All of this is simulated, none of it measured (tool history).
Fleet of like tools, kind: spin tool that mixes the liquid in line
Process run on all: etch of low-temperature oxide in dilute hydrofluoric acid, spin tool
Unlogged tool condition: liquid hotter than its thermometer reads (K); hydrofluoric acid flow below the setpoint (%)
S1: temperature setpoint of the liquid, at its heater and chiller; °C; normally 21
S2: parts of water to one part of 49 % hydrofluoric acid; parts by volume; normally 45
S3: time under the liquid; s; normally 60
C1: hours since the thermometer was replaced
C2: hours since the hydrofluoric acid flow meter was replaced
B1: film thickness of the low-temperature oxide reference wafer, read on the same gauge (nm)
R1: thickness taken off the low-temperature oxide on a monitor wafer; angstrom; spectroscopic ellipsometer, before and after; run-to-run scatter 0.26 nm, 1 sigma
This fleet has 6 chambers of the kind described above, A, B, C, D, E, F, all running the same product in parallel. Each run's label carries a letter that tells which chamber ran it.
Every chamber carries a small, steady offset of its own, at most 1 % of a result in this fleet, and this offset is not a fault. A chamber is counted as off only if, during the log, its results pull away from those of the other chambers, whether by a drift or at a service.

{"run": "1C", "day": 0.338, "S1": 21, "S2": 45, "S3": 60, "C1": 489.3, "C2": 926, "B1": 140, "R1": 306.64}
{"run": "2D", "day": 0.538, "S1": 21, "S2": 45, "S3": 60, "C1": 490.1, "C2": 1496.8, "B1": 140.01, "R1": 310.14}
{"day": 0.617, "done": "chamber C: hydrofluoric acid flow meter replaced"}
{"run": "3A", "day": 0.867, "S1": 21, "S2": 45, "S3": 60, "C1": 611.9, "C2": 614.6, "B1": 140.02, "R1": 309.03}
{"run": "4B", "day": 1.233, "S1": 21, "S2": 45, "S3": 60, "C1": 1124.6, "C2": 693.7, "B1": 140, "R1": 307.99}
{"run": "5E", "day": 1.558, "S1": 21, "S2": 45, "S3": 60, "C1": 612.9, "C2": 2598.8, "B1": 140.01, "R1": 310.76}
{"day": 1.675, "done": "chamber B: thermometer replaced"}
{"run": "6F", "day": 1.783, "S1": 21, "S2": 45, "S3": 60, "C1": 663.8, "C2": 617.2, "B1": 139.99, "R1": 305.23}
{"run": "7E", "day": 1.996, "S1": 22.5, "S2": 45, "S3": 60, "C1": 623.4, "C2": 2609.3, "B1": 140, "R1": 333.44}
{"run": "8B", "day": 2.192, "S1": 22.5, "S2": 45, "S3": 60, "C1": 12.5, "C2": 716.7, "B1": 139.99, "R1": 329.14}
{"run": "9D", "day": 2.421, "S1": 22.5, "S2": 45, "S3": 60, "C1": 535.3, "C2": 1542, "B1": 140.01, "R1": 330.49}
{"day": 2.538, "done": "chamber E: hydrofluoric acid flow meter replaced"}
{"run": "10C", "day": 2.638, "S1": 22.5, "S2": 45, "S3": 60, "C1": 544.5, "C2": 48.6, "B1": 139.99, "R1": 327.1}
{"run": "11F", "day": 2.858, "S1": 22.5, "S2": 45, "S3": 60, "C1": 689.6, "C2": 643, "B1": 140, "R1": 325.02}
{"run": "12A", "day": 3.279, "S1": 22.5, "S2": 45, "S3": 60, "C1": 669.8, "C2": 672.5, "B1": 140, "R1": 331.59}
{"run": "13D", "day": 3.55, "S1": 21, "S2": 45, "S3": 60, "C1": 562.4, "C2": 1569.1, "B1": 139.99, "R1": 310.07}
{"run": "14B", "day": 3.85, "S1": 21, "S2": 45, "S3": 60, "C1": 52.3, "C2": 756.5, "B1": 139.99, "R1": 302.75}
{"run": "15C", "day": 4.246, "S1": 21, "S2": 45, "S3": 60, "C1": 583.1, "C2": 87.2, "B1": 139.99, "R1": 307.65}
{"run": "16F", "day": 4.608, "S1": 21, "S2": 45, "S3": 60, "C1": 731.6, "C2": 685, "B1": 140, "R1": 305.78}
{"run": "17E", "day": 4.825, "S1": 21, "S2": 45, "S3": 60, "C1": 691.3, "C2": 55, "B1": 139.99, "R1": 313.74}
{"day": 4.925, "done": "chamber C: thermometer replaced"}
{"run": "18A", "day": 5.188, "S1": 21, "S2": 45, "S3": 60, "C1": 715.6, "C2": 718.3, "B1": 139.99, "R1": 312.63}
{"run": "19E", "day": 5.55, "S1": 21, "S2": 45, "S3": 60, "C1": 708.7, "C2": 72.4, "B1": 140, "R1": 306.23}
{"run": "20F", "day": 5.742, "S1": 21, "S2": 45, "S3": 60, "C1": 758.8, "C2": 712.2, "B1": 139.99, "R1": 305.78}
{"run": "21B", "day": 5.992, "S1": 21, "S2": 45, "S3": 60, "C1": 103.7, "C2": 807.9, "B1": 140, "R1": 303.58}
{"run": "22D", "day": 6.271, "S1": 25, "S2": 45, "S3": 30, "C1": 627.7, "C2": 1634.4, "B1": 139.99, "R1": 186.18}
{"run": "23A", "day": 6.592, "S1": 25, "S2": 45, "S3": 30, "C1": 749.3, "C2": 752, "B1": 140.01, "R1": 181.73}
{"run": "24C", "day": 6.95, "S1": 25, "S2": 45, "S3": 30, "C1": 48.6, "C2": 152.1, "B1": 140, "R1": 180.06}
{"day": 7.188, "done": "chamber F: hydrofluoric acid flow meter replaced"}
{"run": "25A", "day": 7.242, "S1": 25, "S2": 45, "S3": 30, "C1": 764.9, "C2": 767.6, "B1": 140, "R1": 185.14}
{"run": "26C", "day": 7.592, "S1": 25, "S2": 45, "S3": 30, "C1": 64, "C2": 167.5, "B1": 139.99, "R1": 177.81}
{"run": "27B", "day": 7.988, "S1": 25, "S2": 45, "S3": 30, "C1": 151.6, "C2": 855.8, "B1": 140.01, "R1": 181.51}
{"run": "28E", "day": 8.283, "S1": 21, "S2": 45, "S3": 60, "C1": 774.3, "C2": 138, "B1": 139.99, "R1": 309.91}
{"run": "29F", "day": 8.604, "S1": 21, "S2": 45, "S3": 60, "C1": 827.5, "C2": 34, "B1": 140.01, "R1": 305.77}
{"run": "30D", "day": 9.004, "S1": 21, "S2": 45, "S3": 60, "C1": 693.3, "C2": 1700, "B1": 139.98, "R1": 318.43}
{"run": "31E", "day": 9.225, "S1": 21, "S2": 45, "S3": 60, "C1": 796.9, "C2": 160.6, "B1": 139.99, "R1": 314.85}
{"run": "32A", "day": 9.45, "S1": 23, "S2": 45, "S3": 45, "C1": 817.9, "C2": 820.6, "B1": 139.98, "R1": 256.13}
{"run": "33B", "day": 9.796, "S1": 23, "S2": 45, "S3": 45, "C1": 195, "C2": 899.2, "B1": 140.01, "R1": 248.91}
{"run": "34D", "day": 10.096, "S1": 23, "S2": 45, "S3": 45, "C1": 719.5, "C2": 1726.2, "B1": 140.01, "R1": 259.65}
{"run": "35C", "day": 10.496, "S1": 23, "S2": 45, "S3": 45, "C1": 133.7, "C2": 237.2, "B1": 139.98, "R1": 252.49}
{"run": "36F", "day": 10.912, "S1": 23, "S2": 45, "S3": 45, "C1": 882.9, "C2": 89.4, "B1": 140.03, "R1": 250.11}
{"run": "37A", "day": 11.217, "S1": 23, "S2": 45, "S3": 45, "C1": 860.3, "C2": 863, "B1": 140.02, "R1": 251.32}
{"run": "38C", "day": 11.617, "S1": 21, "S2": 45, "S3": 60, "C1": 160.6, "C2": 264.1, "B1": 139.99, "R1": 305.1}
{"run": "39E", "day": 11.929, "S1": 21, "S2": 45, "S3": 60, "C1": 861.8, "C2": 225.5, "B1": 140, "R1": 311.79}
{"run": "40F", "day": 12.117, "S1": 21, "S2": 45, "S3": 60, "C1": 911.8, "C2": 118.3, "B1": 140, "R1": 304.57}
{"run": "41D", "day": 12.3, "S1": 21, "S2": 45, "S3": 60, "C1": 772.4, "C2": 1779.1, "B1": 139.99, "R1": 321.89}

The same settings go to every chamber for the next run, one line per chamber below. Forecast the results for each:
{"run": "42A", "day": 12.6, "S1": 21, "S2": 55, "S3": 60, "R1": "?"}
{"run": "42B", "day": 12.6, "S1": 21, "S2": 55, "S3": 60, "R1": "?"}
{"run": "42C", "day": 12.6, "S1": 21, "S2": 55, "S3": 60, "R1": "?"}
{"run": "42D", "day": 12.6, "S1": 21, "S2": 55, "S3": 60, "R1": "?"}
{"run": "42E", "day": 12.6, "S1": 21, "S2": 55, "S3": 60, "R1": "?"}
{"run": "42F", "day": 12.6, "S1": 21, "S2": 55, "S3": 60, "R1": "?"}

run=42A R1=252.92
run=42B R1=245.83
run=42C R1=249.91
run=42D R1=264.51
run=42E R1=250.36
run=42F R1=254.35
